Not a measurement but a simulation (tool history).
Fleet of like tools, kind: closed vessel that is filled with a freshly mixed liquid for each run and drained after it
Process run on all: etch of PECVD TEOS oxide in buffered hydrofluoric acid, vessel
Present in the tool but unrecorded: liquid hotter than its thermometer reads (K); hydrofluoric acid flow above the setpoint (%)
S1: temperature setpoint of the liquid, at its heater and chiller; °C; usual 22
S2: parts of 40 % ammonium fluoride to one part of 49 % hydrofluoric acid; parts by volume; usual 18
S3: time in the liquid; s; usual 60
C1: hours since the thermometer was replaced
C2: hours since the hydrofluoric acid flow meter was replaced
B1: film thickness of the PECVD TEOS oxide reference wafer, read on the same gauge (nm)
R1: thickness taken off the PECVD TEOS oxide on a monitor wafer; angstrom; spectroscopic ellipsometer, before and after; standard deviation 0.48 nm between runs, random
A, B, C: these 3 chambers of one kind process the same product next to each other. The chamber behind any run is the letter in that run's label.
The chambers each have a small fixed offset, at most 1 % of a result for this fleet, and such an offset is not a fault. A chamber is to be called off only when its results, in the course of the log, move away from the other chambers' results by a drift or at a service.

run,day,S1,S2,S3,C1,C2,B1,R1
1C,0.442,22,18,60,248.5,712.8,70.038,674.21
2A,0.942,22,18,60,1408,1549.4,69.99,679.84
3B,1.421,22,18,60,1287.8,1007.4,69.995,680.21
4A,1.729,22,18,60,1426.9,1568.3,69.999,695.12
5C,2.229,22,18,60,291.4,755.7,69.998,675.98
6B,2.617,22,18,60,1316.5,1036.1,70.019,681.08
7A,3.05,22,18,60,1458.6,1600,69.982,682.11
8B,3.442,24.5,18,35,1336.3,1055.9,69.987,456.07
9C,3.925,24.5,18,35,332.1,796.4,69.969,461.01
10C,4.383,24.5,18,35,343.1,807.4,69.974,451.32
11B,4.9,22,18,60,1371.3,1090.9,69.986,679.57
12A,5.417,22,18,60,1515.4,1656.8,70.017,684.78
13A,5.817,22,18,60,1525,1666.4,69.966,680.14
14C,6.058,22,18,60,383.3,847.6,69.988,672.03
15B,6.388,22,18,60,1407,1126.6,70.013,672.22
16B,6.892,22,18,60,1419.1,1138.7,70.009,676.07
17C,7.229,22,18,60,411.4,875.7,69.981,682.72
18A,7.775,22,18,60,1572,1713.4,69.973,681.66
19B,8.283,22,18,60,1452.5,1172.1,69.986,681.48
# day 8.608: chamber B: hydrofluoric acid flow meter replaced
20C,8.796,22,18,60,449,913.3,70.028,669.02
21A,9.083,22,24.5,90,1603.4,1744.8,69.991,807.13
22A,9.367,22,24.5,90,1610.2,1751.6,69.975,797.31
23C,9.654,22,24.5,90,469.6,933.9,69.993,801.64
24B,9.971,22,18,60,1493,32.8,70.031,681.1
25C,10.229,22,18,60,483.4,947.7,70.031,679.4
26A,10.592,22,21,95,1639.6,1781,69.994,946.84
27B,11.075,22,21,95,1519.5,59.3,69.993,935.34
# day 11.354: chamber A: thermometer replaced
28A,11.575,22,21,95,5.4,1804.6,70.03,941.57
29B,12.129,22,18,60,1544.8,84.6,69.999,669.22
30C,12.488,22,18,60,537.6,1001.9,69.996,675.6
# day 12.712: chamber C: thermometer replaced
31C,12.792,22,18,60,1.9,1009.2,70.023,686.5
32B,13.312,22,18,60,1573.2,113,69.972,682.89
33A,13.854,22,18,60,60.1,1859.3,69.982,680.26

What goes on in this fleet: one chamber off, a drifting gauge, or nothing beyond the chambers' own small offsets? Name the chamber and the cause, if any.

The fleet is healthy, with each chamber sitting at its usual small offset and no drift in the gauge.

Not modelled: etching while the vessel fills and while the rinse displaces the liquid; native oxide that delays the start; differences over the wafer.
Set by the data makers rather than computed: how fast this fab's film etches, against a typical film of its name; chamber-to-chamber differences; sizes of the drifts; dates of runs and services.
